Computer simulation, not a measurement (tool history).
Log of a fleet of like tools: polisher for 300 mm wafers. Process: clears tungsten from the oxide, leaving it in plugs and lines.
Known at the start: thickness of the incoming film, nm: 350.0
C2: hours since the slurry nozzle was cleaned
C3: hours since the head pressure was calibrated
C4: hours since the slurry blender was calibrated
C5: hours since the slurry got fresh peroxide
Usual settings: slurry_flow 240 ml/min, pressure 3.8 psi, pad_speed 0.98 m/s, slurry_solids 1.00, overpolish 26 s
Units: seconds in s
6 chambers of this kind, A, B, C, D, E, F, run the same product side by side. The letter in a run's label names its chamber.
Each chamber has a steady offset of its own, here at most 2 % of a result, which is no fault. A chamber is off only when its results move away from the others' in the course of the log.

At hour 1.5: chamber A: worn pad replaced by a new one.
At hour 4.6: chamber C: worn pad replaced by a new one.
Run 1C, hour 9.0: usual settings; wafers polished on this pad 42; C2 785.2; C3 704.4; C4 98.7; C5 49.8. Result: seconds 71.663 s.
Run 2F, hour 17.1: usual settings; wafers polished on this pad 406; C2 676.6; C3 454.3; C4 51.4; C5 52.3. Result: seconds 70.583 s.
At hour 23.7: chamber E: worn pad replaced by a new one.
Run 3E, hour 24.6: usual settings; wafers polished on this pad 8; C2 218.0; C3 254.0; C4 302.3; C5 90.1. Result: seconds 72.043 s.
At hour 26.1: chamber B: slurry tank refilled with fresh slurry and peroxide.
At hour 28.2: chamber F: slurry nozzle cleaned.
At hour 33.4: chamber B: worn pad replaced by a new one.
Run 4A, hour 35.3: usual settings; wafers polished on this pad 320; C2 404.7; C3 132.6; C4 39.1; C5 112.0. Result: seconds 71.345 s.
At hour 36.7: chamber F: worn pad replaced by a new one.
Run 5B, hour 44.2: usual settings but slurry_flow 265 ml/min, pressure 3.3 psi; wafers polished on this pad 103; C2 471.4; C3 1422.6; C4 160.0; C5 18.1. Result: seconds 81.103 s.
Run 6D, hour 50.3: usual settings but slurry_flow 265 ml/min, pressure 3.3 psi; wafers polished on this pad 484; C2 524.8; C3 126.4; C4 89.3; C5 140.5. Result: seconds 80.592 s.
At hour 55.7: chamber C: slurry nozzle cleaned.
Run 7E, hour 55.7: usual settings but slurry_flow 265 ml/min, pressure 3.3 psi; wafers polished on this pad 303; C2 249.1; C3 285.1; C4 333.4; C5 121.2. Result: seconds 80.499 s.
Run 8A, hour 61.3: usual settings but slurry_flow 265 ml/min, pressure 3.3 psi; wafers polished on this pad 567; C2 430.7; C3 158.6; C4 65.1; C5 138.0. Result: seconds 81.001 s.
At hour 62.8: chamber F: slurry tank refilled with fresh slurry and peroxide.
At hour 63.7: chamber D: slurry tank refilled with fresh slurry and peroxide.
At hour 64.1: chamber B: head pressure recalibrated.
Run 9B, hour 69.5: usual settings but slurry_flow 265 ml/min, pressure 3.3 psi; wafers polished on this pad 343; C2 496.7; C3 5.5; C4 185.3; C5 43.4. Result: seconds 79.728 s.
At hour 70.2: chamber F: slurry blender recalibrated.
At hour 73.4: chamber C: head pressure recalibrated.
Run 10C, hour 76.4: usual settings but slurry_flow 265 ml/min, pressure 3.3 psi; wafers polished on this pad 681; C2 20.7; C3 3.0; C4 166.1; C5 117.2. Result: seconds 80.626 s.
At hour 78.8: chamber C: slurry tank refilled with fresh slurry and peroxide.
At hour 80.0: chamber F: head pressure recalibrated.
At hour 87.8: chamber D: worn pad replaced by a new one.
Run 11F, hour 88.1: usual settings; wafers polished on this pad 487; C2 59.9; C3 8.1; C4 18.0; C5 25.4. Result: seconds 69.845 s.
At hour 97.8: chamber A: worn pad replaced by a new one.
Run 12D, hour 97.8: usual settings but pad_speed 0.80 m/s, slurry_solids 0.80; wafers polished on this pad 95; C2 572.3; C3 173.9; C4 136.8; C5 34.1. Result: seconds 92.924 s.
At hour 100.5: chamber B: slurry tank refilled with fresh slurry and peroxide.
At hour 102.6: chamber E: slurry blender recalibrated.
Run 13B, hour 103.7: usual settings but pad_speed 0.80 m/s, slurry_solids 0.80; wafers polished on this pad 667; C2 530.9; C3 39.7; C4 219.5; C5 3.3. Result: seconds 92.778 s.
At hour 104.1: chamber F: worn pad replaced by a new one.
At hour 104.3: chamber B: worn pad replaced by a new one.
Run 14A, hour 111.8: usual settings but pad_speed 0.80 m/s, slurry_solids 0.80; wafers polished on this pad 132; C2 481.2; C3 209.1; C4 115.6; C5 188.5. Result: seconds 92.325 s.
At hour 112.8: chamber A: slurry tank refilled with fresh slurry and peroxide.
At hour 114.6: chamber E: worn pad replaced by a new one.
At hour 116.6: chamber E: slurry tank refilled with fresh slurry and peroxide.
At hour 117.0: chamber C: worn pad replaced by a new one.
Run 15D, hour 119.3: usual settings but pad_speed 0.80 m/s, slurry_solids 0.80; wafers polished on this pad 299; C2 593.8; C3 195.4; C4 158.3; C5 55.6. Result: seconds 92.118 s.
At hour 128.0: chamber D: slurry blender recalibrated.
Run 16E, hour 129.9: usual settings but pad_speed 0.80 m/s, slurry_solids 0.80; wafers polished on this pad 145; C2 323.3; C3 359.3; C4 27.3; C5 13.3. Result: seconds 92.081 s.
At hour 137.9: chamber C: slurry blender recalibrated.
Run 17C, hour 140.1: usual settings but pad_speed 0.80 m/s, slurry_solids 0.80; wafers polished on this pad 219; C2 84.4; C3 66.7; C4 2.3; C5 61.3. Result: seconds 92.205 s.
At hour 142.5: chamber F: slurry tank refilled with fresh slurry and peroxide.
Run 18F, hour 149.7: usual settings; wafers polished on this pad 433; C2 121.5; C3 69.7; C4 79.6; C5 7.3. Result: seconds 71.767 s.
Run 19F, hour 155.6: usual settings; wafers polished on this pad 489; C2 127.4; C3 75.6; C4 85.5; C5 13.2. Result: seconds 71.712 s.
Run 20B, hour 161.1: usual settings but pad_speed 0.84 m/s, slurry_solids 0.70; wafers polished on this pad 539; C2 588.3; C3 97.1; C4 276.9; C5 60.7. Result: seconds 88.991 s.
At hour 163.3: chamber D: worn pad replaced by a new one.
At hour 163.7: chamber B: slurry tank refilled with fresh slurry and peroxide.
Run 21D, hour 170.8: usual settings but pad_speed 0.84 m/s, slurry_solids 0.70; wafers polished on this pad 71; C2 645.3; C3 246.9; C4 42.9; C5 107.1. Result: seconds 88.776 s.
At hour 171.5: chamber B: worn pad replaced by a new one.
At hour 171.6: chamber A: worn pad replaced by a new one.
At hour 176.6: chamber F: slurry blender recalibrated.
At hour 177.3: chamber F: worn pad replaced by a new one.
At hour 179.1: chamber C: slurry tank refilled with fresh slurry and peroxide.
Run 22A, hour 182.1: usual settings but pad_speed 0.84 m/s, slurry_solids 0.70; wafers polished on this pad 100; C2 551.5; C3 279.4; C4 185.9; C5 69.4. Result: seconds 88.278 s.
Run 23E, hour 191.3: usual settings but pad_speed 0.84 m/s, slurry_solids 0.70; wafers polished on this pad 728; C2 384.7; C3 420.7; C4 88.7; C5 74.7. Result: seconds 91.217 s.
At hour 197.9: chamber E: worn pad replaced by a new one.
Run 24C, hour 200.4: usual settings but pad_speed 0.84 m/s, slurry_solids 0.70; wafers polished on this pad 791; C2 144.7; C3 127.0; C4 62.6; C5 21.4. Result: seconds 91.269 s.
At hour 203.1: chamber D: slurry tank refilled with fresh slurry and peroxide.
Run 25F, hour 212.2: usual settings but pad_speed 0.84 m/s, slurry_solids 0.70; wafers polished on this pad 331; C2 184.0; C3 132.2; C4 35.7; C5 69.8. Result: seconds 90.702 s.
Run 26D, hour 217.4: usual settings; wafers polished on this pad 513; C2 691.9; C3 293.5; C4 89.5; C5 14.3. Result: seconds 70.318 s.
At hour 220.4: chamber C: worn pad replaced by a new one.
At hour 224.3: chamber B: slurry tank refilled with fresh slurry and peroxide.
Run 27E, hour 229.1: usual settings; wafers polished on this pad 296; C2 422.5; C3 458.5; C4 126.5; C5 112.5. Result: seconds 69.558 s.
At hour 236.0: chamber F: worn pad replaced by a new one.
At hour 237.2: chamber B: worn pad replaced by a new one.
Run 28C, hour 240.0: usual settings; wafers polished on this pad 186; C2 184.3; C3 166.6; C4 102.2; C5 61.0. Result: seconds 69.724 s.
At hour 240.4: chamber D: worn pad replaced by a new one.
At hour 241.9: chamber F: slurry tank refilled with fresh slurry and peroxide.
At hour 248.2: chamber A: worn pad replaced by a new one.
Run 29B, hour 251.6: usual settings; wafers polished on this pad 137; C2 678.8; C3 187.6; C4 367.4; C5 27.4. Result: seconds 70.533 s.
Run 30A, hour 259.5: usual settings; wafers polished on this pad 107; C2 628.9; C3 356.8; C4 263.3; C5 146.8. Result: seconds 72.871 s.
Run 31D, hour 266.6: usual settings but slurry_solids 1.30; wafers polished on this pad 248; C2 741.1; C3 342.7; C4 138.7; C5 63.5. Result: seconds 67.852 s.
Run 32A, hour 272.1: usual settings but slurry_solids 1.30; wafers polished on this pad 226; C2 641.5; C3 369.4; C4 275.9; C5 159.4. Result: seconds 67.433 s.
At hour 275.4: chamber D: slurry nozzle cleaned.
Run 33B, hour 278.0: usual settings but slurry_solids 1.30; wafers polished on this pad 387; C2 705.2; C3 214.0; C4 393.8; C5 53.8. Result: seconds 66.366 s.
At hour 279.4: chamber F: slurry blender recalibrated.
At hour 284.2: chamber C: slurry tank refilled with fresh slurry and peroxide.
Run 34C, hour 284.4: usual settings but slurry_solids 1.30; wafers polished on this pad 607; C2 228.7; C3 211.0; C4 146.6; C5 0.2. Result: seconds 65.908 s.
At hour 285.5: chamber D: slurry blender recalibrated.
At hour 290.3: chamber A: slurry tank refilled with fresh slurry and peroxide.
At hour 290.9: chamber E: worn pad replaced by a new one.
At hour 291.8: chamber B: slurry tank refilled with fresh slurry and peroxide.
At hour 294.0: chamber B: slurry blender recalibrated.
Run 35E, hour 294.4: usual settings but slurry_solids 1.30; wafers polished on this pad 33; C2 487.8; C3 523.8; C4 191.8; C5 177.8. Result: seconds 66.275 s.
At hour 300.1: chamber F: worn pad replaced by a new one.
Run 36F, hour 302.9: usual settings but slurry_solids 1.30; wafers polished on this pad 26; C2 274.7; C3 222.9; C4 23.6; C5 61.1. Result: seconds 68.058 s.
At hour 306.6: chamber B: worn pad replaced by a new one.
Run 37B, hour 310.7: usual settings; wafers polished on this pad 39; C2 737.9; C3 246.7; C4 16.8; C5 19.0. Result: seconds 71.710 s.
At hour 312.2: chamber D: worn pad replaced by a new one.
At hour 313.3: chamber E: slurry tank refilled with fresh slurry and peroxide.
At hour 316.2: chamber A: slurry nozzle cleaned.
Run 38D, hour 319.8: usual settings; wafers polished on this pad 72; C2 44.5; C3 395.9; C4 34.3; C5 116.7. Result: seconds 70.982 s.
Run 39E, hour 327.7: usual settings; wafers polished on this pad 349; C2 521.1; C3 557.1; C4 225.1; C5 14.5. Result: seconds 72.000 s.
At hour 330.9: chamber C: slurry blender recalibrated.
At hour 333.9: chamber A: worn pad replaced by a new one.
Run 40C, hour 336.1: usual settings; wafers polished on this pad 1097; C2 280.4; C3 262.7; C4 5.2; C5 51.9. Result: seconds 71.382 s.
At hour 339.4: chamber A: slurry blender recalibrated.
Run 41A, hour 344.6: usual settings; wafers polished on this pad 101; C2 28.5; C3 441.9; C4 5.2; C5 54.3. Result: seconds 70.186 s.

What goes on in this fleet: one chamber off, a drifting gauge, or nothing beyond the chambers' own small offsets? Name the chamber and the cause, if any.

No chamber stands off beyond its own small offset, and the gauge holds steady.
